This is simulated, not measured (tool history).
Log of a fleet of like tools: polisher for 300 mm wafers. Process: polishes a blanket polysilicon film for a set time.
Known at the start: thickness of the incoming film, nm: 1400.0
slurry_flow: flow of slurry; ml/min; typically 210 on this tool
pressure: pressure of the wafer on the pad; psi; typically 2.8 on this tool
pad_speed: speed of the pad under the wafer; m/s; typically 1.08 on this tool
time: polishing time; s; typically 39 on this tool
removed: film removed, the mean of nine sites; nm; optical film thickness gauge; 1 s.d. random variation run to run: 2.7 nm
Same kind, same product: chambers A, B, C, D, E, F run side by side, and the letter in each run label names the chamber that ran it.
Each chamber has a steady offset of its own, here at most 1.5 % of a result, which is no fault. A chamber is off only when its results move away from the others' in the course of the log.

run 1E hour=14.2 | slurry_flow=210 pressure=2.8 pad_speed=1.08 time=39 | removed=392.25
run 2D hour=25.3 | slurry_flow=210 pressure=2.8 pad_speed=1.08 time=39 | removed=395.56
-- hour=32.8 chamber E: worn pad replaced by a new one
run 3A hour=38.8 | slurry_flow=210 pressure=2.8 pad_speed=1.08 time=39 | removed=393.53
-- hour=41.9 chamber D: worn pad replaced by a new one
-- hour=44.6 chamber F: head pressure recalibrated
-- hour=46.7 chamber F: worn pad replaced by a new one
run 4F hour=51.0 | slurry_flow=210 pressure=2.8 pad_speed=1.08 time=39 | removed=401.91
run 5C hour=65.6 | slurry_flow=155 pressure=2.8 pad_speed=1.08 time=29 | removed=278.53
-- hour=68.5 chamber C: worn pad replaced by a new one
run 6B hour=72.6 | slurry_flow=155 pressure=2.8 pad_speed=1.08 time=29 | removed=279.54
-- hour=87.6 chamber A: worn pad replaced by a new one
run 7D hour=88.2 | slurry_flow=155 pressure=2.8 pad_speed=1.08 time=29 | removed=284.24
-- hour=93.3 chamber B: head pressure recalibrated
-- hour=100.6 chamber B: worn pad replaced by a new one
run 8E hour=103.5 | slurry_flow=155 pressure=2.8 pad_speed=1.08 time=29 | removed=279.15
run 9F hour=119.5 | slurry_flow=155 pressure=2.8 pad_speed=1.08 time=29 | removed=281.71
-- hour=120.1 chamber B: slurry nozzle cleaned
run 10B hour=127.8 | slurry_flow=155 pressure=2.8 pad_speed=1.08 time=29 | removed=281.60
-- hour=133.2 chamber E: worn pad replaced by a new one
-- hour=136.9 chamber D: worn pad replaced by a new one
run 11A hour=142.1 | slurry_flow=210 pressure=2.8 pad_speed=1.08 time=39 | removed=392.94
-- hour=149.8 chamber F: worn pad replaced by a new one
run 12C hour=156.4 | slurry_flow=210 pressure=2.8 pad_speed=1.08 time=39 | removed=393.71
run 13A hour=168.4 | slurry_flow=210 pressure=2.8 pad_speed=1.08 time=39 | removed=400.53
run 14F hour=176.0 | slurry_flow=210 pressure=2.8 pad_speed=1.08 time=39 | removed=398.33
-- hour=176.9 chamber C: worn pad replaced by a new one
-- hour=181.2 chamber A: worn pad replaced by a new one
run 15B hour=189.8 | slurry_flow=210 pressure=2.8 pad_speed=1.08 time=39 | removed=390.42
run 16C hour=203.2 | slurry_flow=210 pressure=2.8 pad_speed=1.08 time=39 | removed=389.33
-- hour=209.4 chamber B: worn pad replaced by a new one
run 17E hour=217.5 | slurry_flow=210 pressure=2.8 pad_speed=1.08 time=39 | removed=390.60
run 18D hour=230.7 | slurry_flow=210 pressure=2.8 pad_speed=1.08 time=39 | removed=393.97
run 19E hour=242.7 | slurry_flow=210 pressure=2.8 pad_speed=1.08 time=39 | removed=386.61
-- hour=244.4 chamber F: worn pad replaced by a new one
-- hour=251.2 chamber E: worn pad replaced by a new one
-- hour=251.7 chamber E: slurry nozzle cleaned
-- hour=252.9 chamber D: worn pad replaced by a new one
run 20C hour=255.3 | slurry_flow=210 pressure=2.8 pad_speed=1.08 time=39 | removed=394.77
run 21D hour=270.5 | slurry_flow=210 pressure=2.8 pad_speed=1.08 time=39 | removed=395.37
run 22F hour=279.2 | slurry_flow=210 pressure=2.8 pad_speed=1.08 time=39 | removed=397.79
-- hour=287.7 chamber F: slurry nozzle cleaned
-- hour=288.4 chamber A: worn pad replaced by a new one
run 23B hour=291.1 | slurry_flow=210 pressure=2.8 pad_speed=1.08 time=39 | removed=393.57
-- hour=296.1 chamber C: worn pad replaced by a new one
run 24A hour=301.2 | slurry_flow=210 pressure=2.8 pad_speed=1.08 time=39 | removed=402.10
-- hour=308.3 chamber C: head pressure recalibrated
run 25D hour=309.9 | slurry_flow=210 pressure=2.8 pad_speed=1.08 time=39 | removed=394.13
run 26C hour=320.9 | slurry_flow=210 pressure=2.8 pad_speed=1.08 time=39 | removed=392.98
-- hour=323.0 chamber B: worn pad replaced by a new one
run 27F hour=333.3 | slurry_flow=210 pressure=2.8 pad_speed=1.08 time=39 | removed=389.65
-- hour=341.1 chamber C: slurry nozzle cleaned
run 28E hour=348.5 | slurry_flow=210 pressure=2.8 pad_speed=1.08 time=39 | removed=395.52
-- hour=352.5 chamber F: worn pad replaced by a new one
-- hour=358.2 chamber E: worn pad replaced by a new one
run 29B hour=360.6 | slurry_flow=210 pressure=2.8 pad_speed=1.08 time=39 | removed=395.73
run 30A hour=368.5 | slurry_flow=210 pressure=2.8 pad_speed=1.08 time=39 | removed=413.27
-- hour=370.3 chamber D: worn pad replaced by a new one
-- hour=376.0 chamber D: slurry nozzle cleaned
-- hour=376.1 chamber D: head pressure recalibrated
run 31B hour=380.7 | slurry_flow=210 pressure=2.8 pad_speed=1.08 time=39 | removed=391.47
-- hour=391.2 chamber A: worn pad replaced by a new one
run 32A hour=395.2 | slurry_flow=210 pressure=2.8 pad_speed=1.38 time=39 | removed=527.14
run 33D hour=405.3 | slurry_flow=210 pressure=2.8 pad_speed=1.38 time=39 | removed=503.69
-- hour=410.5 chamber C: worn pad replaced by a new one
run 34E hour=419.8 | slurry_flow=210 pressure=2.8 pad_speed=1.38 time=39 | removed=497.63
run 35C hour=433.6 | slurry_flow=210 pressure=2.8 pad_speed=1.38 time=39 | removed=498.76
-- hour=442.4 chamber B: worn pad replaced by a new one
run 36F hour=447.1 | slurry_flow=210 pressure=2.8 pad_speed=1.38 time=39 | removed=506.43
run 37E hour=454.9 | slurry_flow=210 pressure=2.8 pad_speed=1.38 time=39 | removed=493.94
run 38C hour=466.4 | slurry_flow=210 pressure=2.8 pad_speed=1.08 time=39 | removed=390.96
-- hour=467.3 chamber F: worn pad replaced by a new one
run 39F hour=478.1 | slurry_flow=210 pressure=2.8 pad_speed=1.08 time=39 | removed=396.63
-- hour=479.0 chamber B: head pressure recalibrated
run 40B hour=485.9 | slurry_flow=210 pressure=2.8 pad_speed=1.08 time=39 | removed=393.15
-- hour=490.8 chamber D: worn pad replaced by a new one
-- hour=492.5 chamber A: worn pad replaced by a new one
run 41A hour=494.6 | slurry_flow=210 pressure=2.8 pad_speed=1.08 time=39 | removed=422.08
run 42D hour=505.2 | slurry_flow=210 pressure=2.8 pad_speed=1.08 time=39 | removed=396.46
run 43D hour=517.6 | slurry_flow=210 pressure=2.8 pad_speed=1.08 time=39 | removed=394.14
run 44A hour=533.0 | slurry_flow=210 pressure=2.8 pad_speed=1.08 time=39 | removed=417.86

Is one chamber out of step, is the gauge drifting, or do the chambers differ by no more than their own small offsets? For an off chamber, give its letter and the likeliest cause.

Chamber A drifts away from the others.
Likeliest cause: head's pressure above its setpoint, % = 7.83.

Which of the 4 candidates below, each the usual settings with something changed and its results left as question marks, puts chamber A back in line with what the other chambers give on the usual settings?
Allowed miss from the other chambers' usual-settings mean, per result, to count as in line: removed 9.40 nm
run 45A-1 hour=544.6 | slurry_flow=210 pressure=2.7 pad_speed=1.06 time=38 | removed=?
run 45A-2 hour=544.6 | slurry_flow=210 pressure=2.8 pad_speed=1.08 time=42 | removed=?
run 45A-3 hour=544.6 | slurry_flow=210 pressure=2.7 pad_speed=1.04 time=37 | removed=?
run 45A-4 hour=544.6 | slurry_flow=210 pressure=3.0 pad_speed=1.08 time=41 | removed=?

What the other chambers average on the usual settings: removed 392.93 nm
run=45A-1 removed=390.81
run=45A-2 removed=456.47
run=45A-3 removed=373.23
run=45A-4 removed=477.32
45A-1 brings the chamber back in line.

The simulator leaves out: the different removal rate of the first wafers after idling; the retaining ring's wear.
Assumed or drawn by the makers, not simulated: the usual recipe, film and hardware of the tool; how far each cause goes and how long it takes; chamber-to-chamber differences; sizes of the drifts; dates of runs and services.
